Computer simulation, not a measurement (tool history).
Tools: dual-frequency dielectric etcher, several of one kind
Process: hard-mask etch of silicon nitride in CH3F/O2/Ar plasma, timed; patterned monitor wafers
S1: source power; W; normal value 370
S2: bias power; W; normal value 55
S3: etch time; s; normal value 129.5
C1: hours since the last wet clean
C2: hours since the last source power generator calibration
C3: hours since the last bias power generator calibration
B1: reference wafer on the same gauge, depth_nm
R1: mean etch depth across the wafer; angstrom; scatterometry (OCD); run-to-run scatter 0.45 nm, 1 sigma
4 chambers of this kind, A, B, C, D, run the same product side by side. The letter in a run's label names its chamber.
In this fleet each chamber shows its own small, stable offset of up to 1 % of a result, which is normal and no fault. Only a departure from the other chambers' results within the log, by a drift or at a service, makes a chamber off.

run	hour	S1	S2	S3	C1	C2	C3	B1	R1
1C	7.1	370	55	129.5	216.1	237.2	1288.6	86.108	803.12
2B	12.6	370	55	129.5	270.2	913.5	1286.4	86.092	802.64
3D	19.4	370	55	129.5	257.2	2047.8	1842.3	86.099	799.68
4A	26	370	55	129.5	572.3	2910.3	2228.9	86.166	800.64
5A	32.4	370	49	159	578.7	2916.7	2235.3	85.953	949.72
6C	39.6	370	49	159	248.6	269.7	1321.1	86.148	951.85
7D	44.4	370	49	159	282.2	2072.8	1867.3	86.065	949.63
8B	54.5	370	49	159	312.1	955.4	1328.3	85.991	952.43
9D	63.8	370	55	129.5	301.6	2092.2	1886.7	86.104	794.48
10C	68.3	370	55	129.5	277.3	298.4	1349.8	85.92	805.74
11A	76.2	300	55	155.5	622.5	2960.5	2279.1	86.016	885.88
12B	80.6	300	55	155.5	338.2	981.5	1354.4	86.151	895.15
13B	85.8	300	55	155.5	343.4	986.7	1359.6	86.138	894.26
14A	92.2	300	55	155.5	638.5	2976.5	2295.1	86.095	875.56
# hour 93.4: chamber A: source power generator calibrated
15C	97.5	370	55	129.5	306.5	327.6	1379	86.124	804.72
16D	105.9	370	55	129.5	343.7	2134.3	1928.8	86.028	804.4
17D	114.2	310	55	109	352	2142.6	1937.1	86.029	628.04
18A	119.9	310	55	109	666.2	26.5	2322.8	86.177	627.39
19C	125.6	310	55	109	334.6	355.7	1407.1	86.112	628.54
# hour 131.7: chamber A: wet clean of the chamber
20B	133.1	310	55	109	390.7	1034	1406.9	86.174	632.37
21A	137.6	370	55	129.5	5.9	44.2	2340.5	86.097	803.21
22C	143.2	370	55	129.5	352.2	373.3	1424.7	86.17	806.29
23B	148.9	410	55	106.5	406.5	1049.8	1422.7	86.147	689.89
# hour 156.5: chamber D: wet clean of the chamber
24D	158.6	410	55	106.5	2.2	2187	1981.5	86.152	695.18
25C	163.1	410	55	106.5	372.1	393.2	1444.6	86.114	690.38
26B	169.9	410	55	106.5	427.5	1070.8	1443.7	86.208	690.38
27A	174.9	370	55	129.5	43.2	81.5	2377.8	86.102	798.03
28D	184.3	370	55	129.5	27.9	2212.7	2007.2	86.144	799.93
29D	193.7	370	55	129.5	37.3	2222.1	2016.6	86.256	808.2
# hour 194.7: chamber C: wet clean of the chamber
30A	198.2	370	55	129.5	66.5	104.8	2401.1	86.073	800.11
# hour 200.1: chamber B: wet clean of the chamber
31C	203.3	370	66	129.5	8.7	433.4	1484.8	86.041	856.61
32B	210.1	370	66	129.5	10	1111	1483.9	86.037	855.45
33D	218.5	370	66	129.5	62.1	2246.9	2041.4	86.03	850.68
34A	223.1	370	66	129.5	91.4	129.7	2426	86.032	851.68
35C	229.2	370	55	129.5	34.6	459.3	1510.7	86.059	803.24
36B	235.8	370	55	129.5	35.7	1136.7	1509.6	86.122	814.21

Does one chamber stand apart from the rest, does the shared gauge drift, or is all well apart from small per-chamber offsets? Give the chamber and the most likely cause, where there is one.

The fleet is healthy, with each chamber sitting at its usual small offset and no drift in the gauge.
